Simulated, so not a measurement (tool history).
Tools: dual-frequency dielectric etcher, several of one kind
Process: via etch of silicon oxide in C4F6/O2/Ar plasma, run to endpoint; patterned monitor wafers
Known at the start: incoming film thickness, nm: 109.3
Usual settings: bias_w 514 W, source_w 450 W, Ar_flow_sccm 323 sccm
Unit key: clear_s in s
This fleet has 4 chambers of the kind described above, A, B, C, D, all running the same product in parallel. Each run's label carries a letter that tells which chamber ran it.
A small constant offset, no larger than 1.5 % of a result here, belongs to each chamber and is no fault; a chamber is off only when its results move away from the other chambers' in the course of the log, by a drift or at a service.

Run 1A, hour 4.0: usual settings. Result: clear_s 23.159 s.
Run 2D, hour 7.7: usual settings. Result: clear_s 22.991 s.
Run 3C, hour 12.0: usual settings. Result: clear_s 22.868 s.
Run 4B, hour 16.3: usual settings. Result: clear_s 22.804 s.
Run 5C, hour 21.4: usual settings. Result: clear_s 22.802 s.
Run 6D, hour 26.4: usual settings. Result: clear_s 23.089 s.
Run 7A, hour 31.3: usual settings. Result: clear_s 23.289 s.
Run 8B, hour 34.7: usual settings. Result: clear_s 23.089 s.
Run 9A, hour 39.7: usual settings. Result: clear_s 23.234 s.
Run 10C, hour 42.8: usual settings. Result: clear_s 22.883 s.
Run 11D, hour 49.4: usual settings but Ar_flow_sccm 349 sccm. Result: clear_s 23.315 s.
Run 12B, hour 52.2: usual settings but Ar_flow_sccm 349 sccm. Result: clear_s 23.049 s.
Run 13C, hour 55.5: usual settings but Ar_flow_sccm 349 sccm. Result: clear_s 22.999 s.
Run 14A, hour 59.7: usual settings but Ar_flow_sccm 349 sccm. Result: clear_s 23.475 s.
Run 15D, hour 65.6: usual settings. Result: clear_s 22.956 s.
Run 16B, hour 71.5: usual settings. Result: clear_s 22.824 s.
Run 17C, hour 76.9: usual settings. Result: clear_s 22.800 s.
Run 18B, hour 82.7: usual settings. Result: clear_s 22.933 s.
Run 19A, hour 85.9: usual settings. Result: clear_s 23.326 s.
Run 20D, hour 92.2: usual settings. Result: clear_s 23.223 s.
Run 21C, hour 97.3: usual settings. Result: clear_s 22.912 s.
Run 22D, hour 102.7: usual settings. Result: clear_s 23.071 s.
At hour 103.5: chamber A: Ar flow controller replaced.
Run 23B, hour 106.0: usual settings. Result: clear_s 22.901 s.
Run 24A, hour 111.1: usual settings. Result: clear_s 23.249 s.
Run 25B, hour 115.9: usual settings. Result: clear_s 23.005 s.
Run 26D, hour 121.0: usual settings. Result: clear_s 23.141 s.
Run 27A, hour 125.0: usual settings. Result: clear_s 23.372 s.
Run 28C, hour 130.2: usual settings. Result: clear_s 22.830 s.
Run 29C, hour 136.4: usual settings. Result: clear_s 22.794 s.
Run 30A, hour 140.5: usual settings. Result: clear_s 23.226 s.
Run 31D, hour 147.0: usual settings. Result: clear_s 23.065 s.

Does one chamber stand apart from the rest, does the shared gauge drift, or is all well apart from small per-chamber offsets? Give the chamber and the most likely cause, where there is one.

Nothing is wrong: each chamber keeps only its own small, steady offset and the gauge holds still.
